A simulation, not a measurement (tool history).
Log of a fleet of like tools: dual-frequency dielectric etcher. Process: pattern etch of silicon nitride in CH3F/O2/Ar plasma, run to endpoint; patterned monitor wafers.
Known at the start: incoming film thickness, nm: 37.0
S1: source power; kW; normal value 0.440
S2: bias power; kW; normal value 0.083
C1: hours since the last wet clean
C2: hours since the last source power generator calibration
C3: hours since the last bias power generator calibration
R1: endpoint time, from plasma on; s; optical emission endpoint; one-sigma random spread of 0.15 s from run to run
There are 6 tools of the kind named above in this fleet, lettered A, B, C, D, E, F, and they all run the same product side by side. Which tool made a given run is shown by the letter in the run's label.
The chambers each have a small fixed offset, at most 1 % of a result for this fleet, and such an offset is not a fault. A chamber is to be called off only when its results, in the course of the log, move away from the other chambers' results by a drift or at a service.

Run 1A, hour 10.6: usual settings; C1 84.3; C2 342.9; C3 1298.7. Result: R1 49.495 s.
Run 2E, hour 19.5: usual settings; C1 175.9; C2 188.0; C3 1223.9. Result: R1 49.050 s.
Run 3F, hour 28.0: usual settings; C1 283.4; C2 4086.3; C3 1814.1. Result: R1 49.515 s.
Run 4B, hour 34.8: usual settings; C1 271.6; C2 2407.0; C3 2077.4. Result: R1 48.927 s.
Run 5C, hour 43.4: usual settings; C1 220.9; C2 433.8; C3 3315.9. Result: R1 49.491 s.
Run 6D, hour 49.7: usual settings but S2 0.091 kW; C1 303.6; C2 2597.1; C3 1290.6. Result: R1 47.543 s.
Run 7D, hour 60.4: usual settings but S2 0.091 kW; C1 314.3; C2 2607.8; C3 1301.3. Result: R1 47.930 s.
Run 8B, hour 69.7: usual settings but S2 0.091 kW; C1 306.5; C2 2441.9; C3 2112.3. Result: R1 47.250 s.
Run 9F, hour 78.5: usual settings but S2 0.091 kW; C1 333.9; C2 4136.8; C3 1864.6. Result: R1 47.453 s.
Run 10C, hour 86.9: usual settings but S2 0.091 kW; C1 264.4; C2 477.3; C3 3359.4. Result: R1 47.520 s.
Run 11E, hour 95.7: usual settings but S2 0.091 kW; C1 252.1; C2 264.2; C3 1300.1. Result: R1 47.555 s.
Run 12A, hour 101.6: usual settings; C1 175.3; C2 433.9; C3 1389.7. Result: R1 49.606 s.
Run 13B, hour 112.8: usual settings; C1 349.6; C2 2485.0; C3 2155.4. Result: R1 48.872 s.
Run 14F, hour 122.2: usual settings; C1 377.6; C2 4180.5; C3 1908.3. Result: R1 49.223 s.
Run 15D, hour 128.4: usual settings; C1 382.3; C2 2675.8; C3 1369.3. Result: R1 49.091 s.
Run 16E, hour 137.5: usual settings; C1 293.9; C2 306.0; C3 1341.9. Result: R1 49.112 s.
Run 17A, hour 142.5: usual settings but S1 0.540 kW; C1 216.2; C2 474.8; C3 1430.6. Result: R1 45.890 s.
Run 18C, hour 149.4: usual settings but S1 0.540 kW; C1 326.9; C2 539.8; C3 3421.9. Result: R1 45.795 s.
Run 19C, hour 156.3: usual settings but S1 0.540 kW; C1 333.8; C2 546.7; C3 3428.8. Result: R1 45.813 s.
Run 20F, hour 162.1: usual settings but S1 0.540 kW; C1 417.5; C2 4220.4; C3 1948.2. Result: R1 45.477 s.
Run 21D, hour 169.5: usual settings but S1 0.540 kW; C1 423.4; C2 2716.9; C3 1410.4. Result: R1 45.593 s.
Run 22B, hour 179.1: usual settings but S1 0.540 kW; C1 415.9; C2 2551.3; C3 2221.7. Result: R1 45.104 s.
Run 23A, hour 184.6: usual settings; C1 258.3; C2 516.9; C3 1472.7. Result: R1 49.651 s.
Run 24E, hour 195.0: usual settings; C1 351.4; C2 363.5; C3 1399.4. Result: R1 48.865 s.
Run 25F, hour 206.1: usual settings; C1 461.5; C2 4264.4; C3 1992.2. Result: R1 49.297 s.
Run 26A, hour 215.7: usual settings; C1 289.4; C2 548.0; C3 1503.8. Result: R1 49.602 s.
Run 27E, hour 224.0: usual settings but S1 0.500 kW; C1 380.4; C2 392.5; C3 1428.4. Result: R1 46.995 s.
Run 28B, hour 232.0: usual settings but S1 0.500 kW; C1 468.8; C2 2604.2; C3 2274.6. Result: R1 46.846 s.
Run 29D, hour 238.0: usual settings but S1 0.500 kW; C1 491.9; C2 2785.4; C3 1478.9. Result: R1 46.890 s.
Run 30C, hour 245.1: usual settings but S1 0.500 kW; C1 422.6; C2 635.5; C3 3517.6. Result: R1 47.743 s.
Run 31D, hour 253.6: usual settings but S1 0.500 kW; C1 507.5; C2 2801.0; C3 1494.5. Result: R1 46.782 s.
Run 32E, hour 258.5: usual settings but S1 0.500 kW; C1 414.9; C2 427.0; C3 1462.9. Result: R1 46.636 s.
Run 33A, hour 263.6: usual settings but S1 0.530 kW, S2 0.098 kW; C1 337.3; C2 595.9; C3 1551.7. Result: R1 43.390 s.
Run 34C, hour 274.1: usual settings but S1 0.530 kW, S2 0.098 kW; C1 451.6; C2 664.5; C3 3546.6. Result: R1 43.940 s.
Run 35B, hour 284.8: usual settings but S1 0.530 kW, S2 0.098 kW; C1 521.6; C2 2657.0; C3 2327.4. Result: R1 42.945 s.
At hour 284.9: chamber B: source power generator calibrated.
Run 36F, hour 291.0: usual settings but S1 0.530 kW, S2 0.098 kW; C1 546.4; C2 4349.3; C3 2077.1. Result: R1 43.304 s.
Run 37E, hour 300.1: usual settings but S1 0.530 kW, S2 0.098 kW; C1 456.5; C2 468.6; C3 1504.5. Result: R1 42.770 s.
Run 38C, hour 306.8: usual settings but S1 0.530 kW, S2 0.098 kW; C1 484.3; C2 697.2; C3 3579.3. Result: R1 44.349 s.
At hour 307.3: chamber B: wet clean of the chamber.
At hour 310.2: chamber F: wet clean of the chamber.
Run 39F, hour 316.2: usual settings; C1 6.0; C2 4374.5; C3 2102.3. Result: R1 49.223 s.
At hour 320.0: chamber A: wet clean of the chamber.
At hour 326.1: chamber B: bias power generator calibrated.
Run 40A, hour 326.3: usual settings; C1 6.4; C2 658.6; C3 1614.4. Result: R1 49.408 s.
Run 41B, hour 331.5: usual settings; C1 24.2; C2 46.7; C3 5.5. Result: R1 48.828 s.
Run 42D, hour 339.7: usual settings; C1 593.6; C2 2887.1; C3 1580.6. Result: R1 49.145 s.
Run 43B, hour 348.2: usual settings; C1 40.9; C2 63.4; C3 22.2. Result: R1 48.970 s.

Next, all 6 chambers run the settings below, one line each with question marks for the results. What does each chamber give?
Run 44A, hour 356.4: usual settings. Result: R1 ?.
Run 44B, hour 356.4: usual settings. Result: R1 ?.
Run 44C, hour 356.4: usual settings. Result: R1 ?.
Run 44D, hour 356.4: usual settings. Result: R1 ?.
Run 44E, hour 356.4: usual settings. Result: R1 ?.
Run 44F, hour 356.4: usual settings. Result: R1 ?.

run      R1
44A  49.569
44B  48.792
44C  50.510
44D  49.319
44E  49.182
44F  49.072
